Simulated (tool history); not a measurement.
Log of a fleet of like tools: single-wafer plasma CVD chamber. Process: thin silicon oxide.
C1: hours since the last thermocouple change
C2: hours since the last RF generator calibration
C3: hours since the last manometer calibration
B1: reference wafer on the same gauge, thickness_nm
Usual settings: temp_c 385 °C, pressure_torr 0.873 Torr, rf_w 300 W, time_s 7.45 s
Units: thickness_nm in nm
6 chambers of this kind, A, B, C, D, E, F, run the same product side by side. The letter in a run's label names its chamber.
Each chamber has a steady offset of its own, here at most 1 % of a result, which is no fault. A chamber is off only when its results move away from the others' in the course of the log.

{"run": "1B", "hour": 7.0, "temp_c": 385, "pressure_torr": 0.873, "rf_w": 300, "time_s": 7.45, "C1": 929.9, "C2": 1701.2, "C3": 613.5, "B1": 14.298, "thickness_nm": 15.08}
{"run": "2C", "hour": 16.6, "temp_c": 385, "pressure_torr": 0.873, "rf_w": 300, "time_s": 7.45, "C1": 817.1, "C2": 317.6, "C3": 1374, "B1": 14.29, "thickness_nm": 15.109}
{"run": "3E", "hour": 30.0, "temp_c": 385, "pressure_torr": 0.873, "rf_w": 300, "time_s": 7.45, "C1": 806.2, "C2": 545.3, "C3": 100.8, "B1": 14.304, "thickness_nm": 14.749}
{"run": "4A", "hour": 39.0, "temp_c": 385, "pressure_torr": 0.873, "rf_w": 300, "time_s": 7.45, "C1": 1432.6, "C2": 1137, "C3": 1369, "B1": 14.312, "thickness_nm": 14.813}
{"run": "5F", "hour": 49.7, "temp_c": 385, "pressure_torr": 0.873, "rf_w": 300, "time_s": 7.45, "C1": 993.6, "C2": 295.4, "C3": 579.3, "B1": 14.305, "thickness_nm": 14.763}
{"run": "6D", "hour": 61.9, "temp_c": 385, "pressure_torr": 0.873, "rf_w": 340, "time_s": 7.45, "C1": 94.5, "C2": 1163.2, "C3": 1373.7, "B1": 14.296, "thickness_nm": 15.872}
{"run": "7B", "hour": 72.7, "temp_c": 385, "pressure_torr": 0.873, "rf_w": 340, "time_s": 7.45, "C1": 995.6, "C2": 1766.9, "C3": 679.2, "B1": 14.298, "thickness_nm": 15.635}
{"run": "8F", "hour": 83.8, "temp_c": 385, "pressure_torr": 0.873, "rf_w": 340, "time_s": 7.45, "C1": 1027.7, "C2": 329.5, "C3": 613.4, "B1": 14.298, "thickness_nm": 15.496}
{"run": "9E", "hour": 94.1, "temp_c": 385, "pressure_torr": 0.873, "rf_w": 340, "time_s": 7.45, "C1": 870.3, "C2": 609.4, "C3": 164.9, "B1": 14.287, "thickness_nm": 15.568}
{"run": "10C", "hour": 103.6, "temp_c": 385, "pressure_torr": 0.873, "rf_w": 340, "time_s": 7.45, "C1": 904.1, "C2": 404.6, "C3": 1461, "B1": 14.293, "thickness_nm": 15.718}
{"run": "11A", "hour": 112.8, "temp_c": 385, "pressure_torr": 0.873, "rf_w": 340, "time_s": 7.45, "C1": 1506.4, "C2": 1210.8, "C3": 1442.8, "B1": 14.298, "thickness_nm": 15.528}
{"run": "12D", "hour": 126.3, "temp_c": 385, "pressure_torr": 1.012, "rf_w": 245, "time_s": 7.45, "C1": 158.9, "C2": 1227.6, "C3": 1438.1, "B1": 14.301, "thickness_nm": 15.594}
{"run": "13F", "hour": 137.7, "temp_c": 385, "pressure_torr": 1.012, "rf_w": 245, "time_s": 7.45, "C1": 1081.6, "C2": 383.4, "C3": 667.3, "B1": 14.31, "thickness_nm": 15.304}
{"run": "14C", "hour": 144.3, "temp_c": 385, "pressure_torr": 1.012, "rf_w": 245, "time_s": 7.45, "C1": 944.8, "C2": 445.3, "C3": 1501.7, "B1": 14.306, "thickness_nm": 15.405}
{"run": "15D", "hour": 151.6, "temp_c": 385, "pressure_torr": 1.012, "rf_w": 245, "time_s": 7.45, "C1": 184.2, "C2": 1252.9, "C3": 1463.4, "B1": 14.295, "thickness_nm": 15.724}
{"run": "16E", "hour": 160.5, "temp_c": 385, "pressure_torr": 1.012, "rf_w": 245, "time_s": 7.45, "C1": 936.7, "C2": 675.8, "C3": 231.3, "B1": 14.297, "thickness_nm": 15.236}
{"hour": 166.7, "done": "chamber D: capacitance manometer re-zeroed and calibrated"}
{"run": "17A", "hour": 169.9, "temp_c": 385, "pressure_torr": 1.012, "rf_w": 245, "time_s": 7.45, "C1": 1563.5, "C2": 1267.9, "C3": 1499.9, "B1": 14.283, "thickness_nm": 15.268}
{"run": "18B", "hour": 179.1, "temp_c": 385, "pressure_torr": 0.873, "rf_w": 300, "time_s": 7.45, "C1": 1102, "C2": 1873.3, "C3": 785.6, "B1": 14.292, "thickness_nm": 14.948}
{"run": "19D", "hour": 190.7, "temp_c": 385, "pressure_torr": 0.873, "rf_w": 300, "time_s": 7.45, "C1": 223.3, "C2": 1292, "C3": 24, "B1": 14.294, "thickness_nm": 16.013}
{"run": "20F", "hour": 199.7, "temp_c": 385, "pressure_torr": 0.873, "rf_w": 300, "time_s": 7.45, "C1": 1143.6, "C2": 445.4, "C3": 729.3, "B1": 14.322, "thickness_nm": 14.687}
{"run": "21E", "hour": 208.5, "temp_c": 385, "pressure_torr": 0.873, "rf_w": 300, "time_s": 7.45, "C1": 984.7, "C2": 723.8, "C3": 279.3, "B1": 14.289, "thickness_nm": 14.839}
{"run": "22A", "hour": 218.1, "temp_c": 385, "pressure_torr": 0.873, "rf_w": 300, "time_s": 7.45, "C1": 1611.7, "C2": 1316.1, "C3": 1548.1, "B1": 14.306, "thickness_nm": 14.83}
{"run": "23C", "hour": 226.8, "temp_c": 385, "pressure_torr": 0.873, "rf_w": 300, "time_s": 7.45, "C1": 1027.3, "C2": 527.8, "C3": 1584.2, "B1": 14.29, "thickness_nm": 14.942}
{"hour": 228.9, "done": "chamber E: RF generator calibrated"}
{"run": "24B", "hour": 238.8, "temp_c": 385, "pressure_torr": 0.873, "rf_w": 300, "time_s": 7.45, "C1": 1161.7, "C2": 1933, "C3": 845.3, "B1": 14.297, "thickness_nm": 14.936}
{"run": "25E", "hour": 250.6, "temp_c": 385, "pressure_torr": 0.873, "rf_w": 300, "time_s": 7.45, "C1": 1026.8, "C2": 21.7, "C3": 321.4, "B1": 14.306, "thickness_nm": 14.84}
{"run": "26F", "hour": 260.3, "temp_c": 396, "pressure_torr": 0.873, "rf_w": 300, "time_s": 8.31, "C1": 1204.2, "C2": 506, "C3": 789.9, "B1": 14.305, "thickness_nm": 16.429}
{"hour": 265.9, "done": "chamber E: thermocouple changed; heater temperature recalibrated"}
{"run": "27D", "hour": 270.5, "temp_c": 396, "pressure_torr": 0.873, "rf_w": 300, "time_s": 8.31, "C1": 303.1, "C2": 1371.8, "C3": 103.8, "B1": 14.282, "thickness_nm": 17.566}
{"hour": 280.1, "done": "chamber D: RF generator calibrated"}
{"run": "28A", "hour": 283.2, "temp_c": 396, "pressure_torr": 0.873, "rf_w": 300, "time_s": 8.31, "C1": 1676.8, "C2": 1381.2, "C3": 1613.2, "B1": 14.305, "thickness_nm": 16.417}
{"run": "29B", "hour": 297.2, "temp_c": 396, "pressure_torr": 0.873, "rf_w": 300, "time_s": 8.31, "C1": 1220.1, "C2": 1991.4, "C3": 903.7, "B1": 14.316, "thickness_nm": 16.548}
{"run": "30C", "hour": 308.6, "temp_c": 396, "pressure_torr": 0.873, "rf_w": 300, "time_s": 8.31, "C1": 1109.1, "C2": 609.6, "C3": 1666, "B1": 14.323, "thickness_nm": 16.595}
{"run": "31D", "hour": 318.1, "temp_c": 396, "pressure_torr": 0.873, "rf_w": 300, "time_s": 8.31, "C1": 350.7, "C2": 38.1, "C3": 151.4, "B1": 14.275, "thickness_nm": 17.639}
{"hour": 324.2, "done": "chamber B: capacitance manometer re-zeroed and calibrated"}
{"run": "32F", "hour": 329.3, "temp_c": 385, "pressure_torr": 0.873, "rf_w": 300, "time_s": 7.45, "C1": 1273.2, "C2": 575, "C3": 858.9, "B1": 14.299, "thickness_nm": 14.787}
{"hour": 331.9, "done": "chamber B: thermocouple changed; heater temperature recalibrated"}
{"run": "33B", "hour": 339.5, "temp_c": 385, "pressure_torr": 0.873, "rf_w": 300, "time_s": 7.45, "C1": 7.6, "C2": 2033.7, "C3": 15.3, "B1": 14.307, "thickness_nm": 14.902}
{"run": "34E", "hour": 353.3, "temp_c": 385, "pressure_torr": 0.873, "rf_w": 300, "time_s": 7.45, "C1": 87.5, "C2": 124.4, "C3": 424.1, "B1": 14.293, "thickness_nm": 14.759}
{"run": "35A", "hour": 363.2, "temp_c": 385, "pressure_torr": 0.873, "rf_w": 300, "time_s": 7.45, "C1": 1756.8, "C2": 1461.2, "C3": 1693.2, "B1": 14.296, "thickness_nm": 14.786}
{"run": "36C", "hour": 374.3, "temp_c": 385, "pressure_torr": 0.873, "rf_w": 300, "time_s": 7.45, "C1": 1174.8, "C2": 675.3, "C3": 1731.7, "B1": 14.301, "thickness_nm": 14.972}
{"run": "37F", "hour": 389.3, "temp_c": 385, "pressure_torr": 0.873, "rf_w": 300, "time_s": 7.45, "C1": 1333.2, "C2": 635, "C3": 918.9, "B1": 14.291, "thickness_nm": 14.834}
{"run": "38A", "hour": 398.3, "temp_c": 385, "pressure_torr": 0.873, "rf_w": 300, "time_s": 7.45, "C1": 1791.9, "C2": 1496.3, "C3": 1728.3, "B1": 14.286, "thickness_nm": 14.713}
{"run": "39E", "hour": 408.7, "temp_c": 385, "pressure_torr": 0.873, "rf_w": 355, "time_s": 6.63, "C1": 142.9, "C2": 179.8, "C3": 479.5, "B1": 14.327, "thickness_nm": 14.147}
{"run": "40D", "hour": 416.8, "temp_c": 385, "pressure_torr": 0.873, "rf_w": 355, "time_s": 6.63, "C1": 449.4, "C2": 136.8, "C3": 250.1, "B1": 14.301, "thickness_nm": 15.063}
{"run": "41C", "hour": 428.3, "temp_c": 385, "pressure_torr": 0.873, "rf_w": 355, "time_s": 6.63, "C1": 1228.8, "C2": 729.3, "C3": 1785.7, "B1": 14.275, "thickness_nm": 14.341}
{"run": "42B", "hour": 441.3, "temp_c": 385, "pressure_torr": 0.873, "rf_w": 355, "time_s": 6.63, "C1": 109.4, "C2": 2135.5, "C3": 117.1, "B1": 14.297, "thickness_nm": 14.16}
{"run": "43F", "hour": 454.5, "temp_c": 385, "pressure_torr": 0.873, "rf_w": 355, "time_s": 6.63, "C1": 1398.4, "C2": 700.2, "C3": 984.1, "B1": 14.316, "thickness_nm": 14.065}
{"run": "44A", "hour": 467.5, "temp_c": 385, "pressure_torr": 0.873, "rf_w": 355, "time_s": 6.63, "C1": 1861.1, "C2": 1565.5, "C3": 1797.5, "B1": 14.298, "thickness_nm": 14.052}

All 6 chambers run these settings next. Forecast each chamber's results:
{"run": "45A", "hour": 478.4, "temp_c": 385, "pressure_torr": 0.873, "rf_w": 300, "time_s": 7.45, "thickness_nm": "?"}
{"run": "45B", "hour": 478.4, "temp_c": 385, "pressure_torr": 0.873, "rf_w": 300, "time_s": 7.45, "thickness_nm": "?"}
{"run": "45C", "hour": 478.4, "temp_c": 385, "pressure_torr": 0.873, "rf_w": 300, "time_s": 7.45, "thickness_nm": "?"}
{"run": "45D", "hour": 478.4, "temp_c": 385, "pressure_torr": 0.873, "rf_w": 300, "time_s": 7.45, "thickness_nm": "?"}
{"run": "45E", "hour": 478.4, "temp_c": 385, "pressure_torr": 0.873, "rf_w": 300, "time_s": 7.45, "thickness_nm": "?"}
{"run": "45F", "hour": 478.4, "temp_c": 385, "pressure_torr": 0.873, "rf_w": 300, "time_s": 7.45, "thickness_nm": "?"}

run=45A thickness_nm=14.738
run=45B thickness_nm=14.963
run=45C thickness_nm=15.032
run=45D thickness_nm=15.951
run=45E thickness_nm=14.774
run=45F thickness_nm=14.855

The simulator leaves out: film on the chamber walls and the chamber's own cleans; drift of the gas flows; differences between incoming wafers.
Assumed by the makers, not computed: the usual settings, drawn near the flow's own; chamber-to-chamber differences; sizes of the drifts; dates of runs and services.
